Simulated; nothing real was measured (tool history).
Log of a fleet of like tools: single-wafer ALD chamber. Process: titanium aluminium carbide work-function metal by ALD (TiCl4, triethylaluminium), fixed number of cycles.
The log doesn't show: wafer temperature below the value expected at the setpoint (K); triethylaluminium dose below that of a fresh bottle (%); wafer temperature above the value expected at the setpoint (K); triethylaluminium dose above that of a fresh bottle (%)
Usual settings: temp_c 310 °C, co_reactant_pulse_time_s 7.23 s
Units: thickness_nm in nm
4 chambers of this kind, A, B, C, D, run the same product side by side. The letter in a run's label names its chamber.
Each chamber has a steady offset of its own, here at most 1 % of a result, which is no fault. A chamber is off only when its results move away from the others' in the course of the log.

run	hour	temp_c	co_reactant_pulse_time_s	hours since the last thermocouple change	hours since the last triethylaluminium bottle change	read-back reference wafer on the same gauge, thickness_nm	thickness_nm
# hour 4.7: chamber B: triethylaluminium bottle replaced
1A	10.7	310	7.23	1348.5	483.9	2.2591	1.9668
2B	19.2	310	7.23	209.7	14.6	2.2600	1.9827
3C	32.8	310	7.23	807.8	1307.7	2.2594	1.9776
4D	47.2	310	7.23	1421.2	654.5	2.2572	1.9887
5D	58.4	310	7.23	1432.4	665.7	2.2608	1.9792
6C	68.9	310	7.23	843.9	1343.8	2.2624	1.9872
7A	82.0	310	7.23	1419.8	555.2	2.2603	1.9715
8B	92.5	310	7.23	283.0	87.9	2.2583	1.9829
9C	100.3	324	4.83	875.3	1375.2	2.2607	1.8649
10B	113.0	324	4.83	303.5	108.4	2.2616	1.8759
11A	120.9	324	4.83	1458.7	594.1	2.2595	1.8522
12D	129.5	324	4.83	1503.5	736.8	2.2599	1.8696
13C	138.0	322	5.44	913.0	1412.9	2.2592	1.9072
14A	152.7	322	5.44	1490.5	625.9	2.2602	1.9225
15B	160.8	322	5.44	351.3	156.2	2.2608	1.9309
16D	167.4	322	5.44	1541.4	774.7	2.2629	1.9297
# hour 175.5: chamber C: triethylaluminium bottle replaced
17A	181.7	310	7.23	1519.5	654.9	2.2609	1.9566
18D	192.1	310	7.23	1566.1	799.4	2.2591	1.9908
19B	204.7	310	7.23	395.2	200.1	2.2574	1.9774
20C	213.6	322	8.65	988.6	38.1	2.2600	2.1593
21D	223.0	322	8.65	1597.0	830.3	2.2593	2.1700
22B	230.0	322	8.65	420.5	225.4	2.2605	2.1476
23C	241.2	322	8.65	1016.2	65.7	2.2612	2.1600
24A	251.7	310	7.23	1589.5	724.9	2.2615	1.9577
25D	265.0	310	7.23	1639.0	872.3	2.2601	1.9764
26B	273.4	310	7.23	463.9	268.8	2.2603	1.9714
27A	280.9	310	7.23	1618.7	754.1	2.2620	1.9527
28C	291.7	310	7.23	1066.7	116.2	2.2607	1.9741
29D	301.0	310	7.23	1675.0	908.3	2.2585	1.9786
30C	314.9	310	7.23	1089.9	139.4	2.2609	1.9987
31A	322.3	310	7.23	1660.1	795.5	2.2609	1.9513
# hour 327.2: chamber D: triethylaluminium bottle replaced
32B	332.1	310	7.23	522.6	327.5	2.2586	1.9854
33C	341.9	310	9.50	1116.9	166.4	2.2585	2.0943
34D	354.9	310	9.50	1728.9	27.7	2.2627	2.1032
35A	361.6	310	9.50	1699.4	834.8	2.2597	2.0642
36B	369.8	310	9.50	560.3	365.2	2.2581	2.0689
37A	384.4	310	7.23	1722.2	857.6	2.2621	1.9334
38B	393.7	310	7.23	584.2	389.1	2.2613	1.9862
39D	405.3	310	7.23	1779.3	78.1	2.2599	1.9948
40C	416.5	310	7.23	1191.5	241.0	2.2590	1.9835
41C	431.0	310	7.23	1206.0	255.5	2.2612	1.9811
42A	441.0	301	9.56	1778.8	914.2	2.2607	1.9596
43B	452.9	301	9.56	643.4	448.3	2.2602	1.9867
44D	460.8	301	9.56	1834.8	133.6	2.2609	1.9921

What goes on in this fleet: one chamber off, a drifting gauge, or nothing beyond the chambers' own small offsets? Name the chamber and the cause, if any.

Chamber A drifts away from the others.
Cause: triethylaluminium dose below that of a fresh bottle (%) = 11.4.
The log may not tell that from: wafer temperature below the value expected at the setpoint (K).

Here are 4 candidates for chamber A's next run, each the usual settings with a change, their results left as question marks. Which one brings its results back in line with what the others give on the usual settings?
In line means no further than this from the other chambers' mean on the usual settings: thickness_nm 0.0300 nm
45A-1	471.5	313	7.23				?
45A-2	471.5	319	7.23				?
45A-3	471.5	310	6.92				?
45A-4	471.5	310	6.38				?

The other chambers' mean on the usual settings: thickness_nm 1.9857 nm
run	thickness_nm
45A-1	1.9308
45A-2	1.9797
45A-3	1.8835
45A-4	1.8382
45A-2 brings the chamber back in line.

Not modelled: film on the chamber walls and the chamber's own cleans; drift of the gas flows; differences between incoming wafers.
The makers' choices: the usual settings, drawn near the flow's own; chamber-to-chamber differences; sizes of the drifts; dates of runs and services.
